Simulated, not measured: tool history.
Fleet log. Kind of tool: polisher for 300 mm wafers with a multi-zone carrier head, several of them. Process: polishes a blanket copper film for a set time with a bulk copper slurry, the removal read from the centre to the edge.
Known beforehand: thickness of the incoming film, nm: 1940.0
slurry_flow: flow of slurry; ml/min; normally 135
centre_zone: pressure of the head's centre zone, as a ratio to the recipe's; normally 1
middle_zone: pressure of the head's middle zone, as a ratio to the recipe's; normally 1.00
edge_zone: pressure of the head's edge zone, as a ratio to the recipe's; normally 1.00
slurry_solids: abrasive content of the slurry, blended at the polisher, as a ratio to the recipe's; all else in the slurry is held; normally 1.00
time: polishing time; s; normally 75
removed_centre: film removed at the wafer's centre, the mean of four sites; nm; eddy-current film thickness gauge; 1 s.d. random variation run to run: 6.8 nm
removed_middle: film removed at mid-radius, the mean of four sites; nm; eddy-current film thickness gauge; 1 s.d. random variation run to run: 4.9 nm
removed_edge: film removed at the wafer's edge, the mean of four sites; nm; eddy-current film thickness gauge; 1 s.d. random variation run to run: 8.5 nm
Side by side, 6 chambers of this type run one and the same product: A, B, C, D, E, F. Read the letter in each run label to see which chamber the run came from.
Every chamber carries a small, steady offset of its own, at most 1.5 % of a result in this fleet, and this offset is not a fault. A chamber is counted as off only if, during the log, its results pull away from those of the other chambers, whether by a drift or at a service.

| run | hour | slurry_flow | centre_zone | middle_zone | edge_zone | slurry_solids | time | removed_centre | removed_middle | removed_edge |
|---|---|---|---|---|---|---|---|---|---|---|
| 1D | 2.5 | 135 | 1 | 1.00 | 1.00 | 1.00 | 75 | 779.22 | 796.64 | 783.00 |
|  | 6.6 | chamber C: edge zone pressure recalibrated |
| 2E | 6.6 | 135 | 1 | 1.00 | 1.00 | 1.00 | 75 | 787.80 | 772.66 | 789.30 |
| 3F | 10.0 | 135 | 1 | 1.00 | 1.00 | 1.00 | 75 | 789.23 | 780.32 | 793.01 |
|  | 11.1 | chamber F: worn pad replaced by a new one |
| 4B | 13.1 | 135 | 1 | 1.00 | 1.00 | 1.00 | 75 | 785.03 | 778.24 | 779.62 |
| 5C | 15.4 | 135 | 1 | 1.00 | 1.00 | 1.00 | 75 | 783.83 | 788.84 | 775.55 |
| 6A | 19.6 | 135 | 1 | 0.96 | 1.00 | 1.25 | 75 | 830.33 | 802.92 | 819.43 |
| 7A | 23.6 | 135 | 1 | 0.96 | 1.00 | 1.25 | 75 | 829.81 | 793.98 | 835.58 |
| 8C | 27.0 | 135 | 1 | 0.96 | 1.00 | 1.25 | 75 | 833.54 | 802.69 | 820.46 |
| 9B | 30.7 | 135 | 1 | 0.96 | 1.00 | 1.25 | 75 | 812.75 | 790.46 | 820.89 |
| 10D | 34.8 | 135 | 1 | 0.96 | 1.00 | 1.25 | 75 | 818.49 | 802.07 | 827.82 |
| 11F | 38.6 | 135 | 1 | 0.96 | 1.00 | 1.25 | 75 | 821.25 | 801.21 | 815.68 |
|  | 39.5 | chamber D: worn pad replaced by a new one |
| 12E | 42.8 | 135 | 1 | 1.00 | 1.00 | 1.00 | 75 | 798.89 | 777.20 | 790.68 |
| 13B | 46.8 | 135 | 1 | 1.00 | 1.00 | 1.00 | 75 | 772.73 | 781.83 | 782.81 |
| 14E | 50.2 | 135 | 1 | 1.00 | 1.00 | 1.00 | 75 | 781.97 | 783.08 | 792.57 |
| 15D | 54.3 | 135 | 1 | 1.00 | 1.00 | 1.00 | 75 | 787.50 | 789.69 | 774.91 |
|  | 55.3 | chamber E: slurry nozzle cleaned |
| 16A | 57.8 | 135 | 1 | 1.00 | 1.00 | 1.00 | 75 | 767.43 | 764.58 | 745.95 |
| 17C | 61.5 | 135 | 1 | 1.00 | 1.00 | 1.00 | 75 | 778.25 | 794.76 | 786.46 |
|  | 62.8 | chamber D: centre zone pressure recalibrated |
| 18F | 64.0 | 135 | 1 | 1.00 | 1.00 | 1.00 | 75 | 775.10 | 783.53 | 803.97 |
| 19A | 66.8 | 135 | 1 | 1.00 | 1.00 | 1.00 | 75 | 747.04 | 750.66 | 760.61 |
| 20F | 68.8 | 135 | 1 | 1.00 | 1.00 | 1.00 | 75 | 787.94 | 792.04 | 791.92 |
|  | 72.6 | chamber F: worn pad replaced by a new one |
| 21B | 73.0 | 135 | 1 | 1.00 | 1.00 | 1.00 | 75 | 764.54 | 773.48 | 780.56 |
| 22E | 74.9 | 135 | 1 | 1.07 | 1.00 | 1.00 | 89 | 924.48 | 990.11 | 929.93 |
|  | 75.8 | chamber C: worn pad replaced by a new one |
| 23D | 78.1 | 135 | 1 | 1.07 | 1.00 | 1.00 | 89 | 935.64 | 1007.10 | 926.21 |
|  | 78.4 | chamber E: worn pad replaced by a new one |
| 24C | 80.7 | 135 | 1 | 1.07 | 1.00 | 1.00 | 89 | 933.17 | 996.11 | 926.91 |
| 25D | 84.0 | 135 | 1 | 1.07 | 1.00 | 1.00 | 89 | 930.13 | 1001.80 | 950.28 |
| 26C | 86.0 | 135 | 1 | 1.07 | 1.00 | 1.00 | 89 | 926.27 | 1009.10 | 937.56 |
| 27B | 87.9 | 135 | 1 | 1.07 | 1.00 | 1.00 | 89 | 908.24 | 983.03 | 944.88 |
| 28E | 89.8 | 180 | 1 | 1.00 | 0.93 | 1.00 | 75 | 835.02 | 818.27 | 793.83 |
| 29F | 92.5 | 180 | 1 | 1.00 | 0.93 | 1.00 | 75 | 830.21 | 832.28 | 786.44 |
| 30A | 96.0 | 180 | 1 | 1.00 | 0.93 | 1.00 | 75 | 761.69 | 767.64 | 711.93 |
| 31F | 99.3 | 180 | 1 | 1.00 | 0.93 | 1.00 | 75 | 829.24 | 821.34 | 799.25 |
|  | 100.6 | chamber B: worn pad replaced by a new one |
| 32A | 101.4 | 180 | 1 | 1.00 | 0.93 | 1.00 | 75 | 759.44 | 764.83 | 739.27 |
| 33C | 103.3 | 180 | 1 | 1.00 | 0.93 | 1.00 | 75 | 832.70 | 834.07 | 787.51 |
| 34E | 107.5 | 135 | 1 | 1.00 | 1.00 | 1.00 | 75 | 772.83 | 787.74 | 785.18 |
| 35D | 109.7 | 135 | 1 | 1.00 | 1.00 | 1.00 | 75 | 791.15 | 792.79 | 788.58 |
| 36B | 113.4 | 135 | 1 | 1.00 | 1.00 | 1.00 | 75 | 756.36 | 770.57 | 774.15 |
|  | 114.5 | chamber D: worn pad replaced by a new one |
| 37D | 115.9 | 135 | 1 | 1.00 | 1.00 | 1.00 | 75 | 795.53 | 796.33 | 786.61 |
| 38E | 120.0 | 135 | 1 | 1.00 | 1.00 | 1.00 | 75 | 788.87 | 776.40 | 803.59 |
| 39C | 122.6 | 100 | 1 | 1.00 | 0.93 | 1.00 | 75 | 728.01 | 743.89 | 728.95 |
| 40F | 124.7 | 100 | 1 | 1.00 | 0.93 | 1.00 | 75 | 720.77 | 730.52 | 725.04 |
| 41B | 126.6 | 100 | 1 | 1.00 | 0.93 | 1.00 | 75 | 712.23 | 719.74 | 717.67 |

Next, all 6 chambers run the settings below, one line each with question marks for the results. What does each chamber give?
| 42A | 129.7 | 135 | 1 | 1.00 | 1.00 | 1.00 | 75 | ? | ? | ? |
| 42B | 129.7 | 135 | 1 | 1.00 | 1.00 | 1.00 | 75 | ? | ? | ? |
| 42C | 129.7 | 135 | 1 | 1.00 | 1.00 | 1.00 | 75 | ? | ? | ? |
| 42D | 129.7 | 135 | 1 | 1.00 | 1.00 | 1.00 | 75 | ? | ? | ? |
| 42E | 129.7 | 135 | 1 | 1.00 | 1.00 | 1.00 | 75 | ? | ? | ? |
| 42F | 129.7 | 135 | 1 | 1.00 | 1.00 | 1.00 | 75 | ? | ? | ? |

| run | removed_centre | removed_middle | removed_edge |
|---|---|---|---|
| 42A | 688.77 | 694.74 | 695.52 |
| 42B | 767.86 | 784.40 | 781.97 |
| 42C | 775.06 | 792.00 | 783.46 |
| 42D | 784.61 | 790.69 | 795.98 |
| 42E | 788.34 | 774.22 | 781.02 |
| 42F | 784.38 | 786.28 | 789.52 |
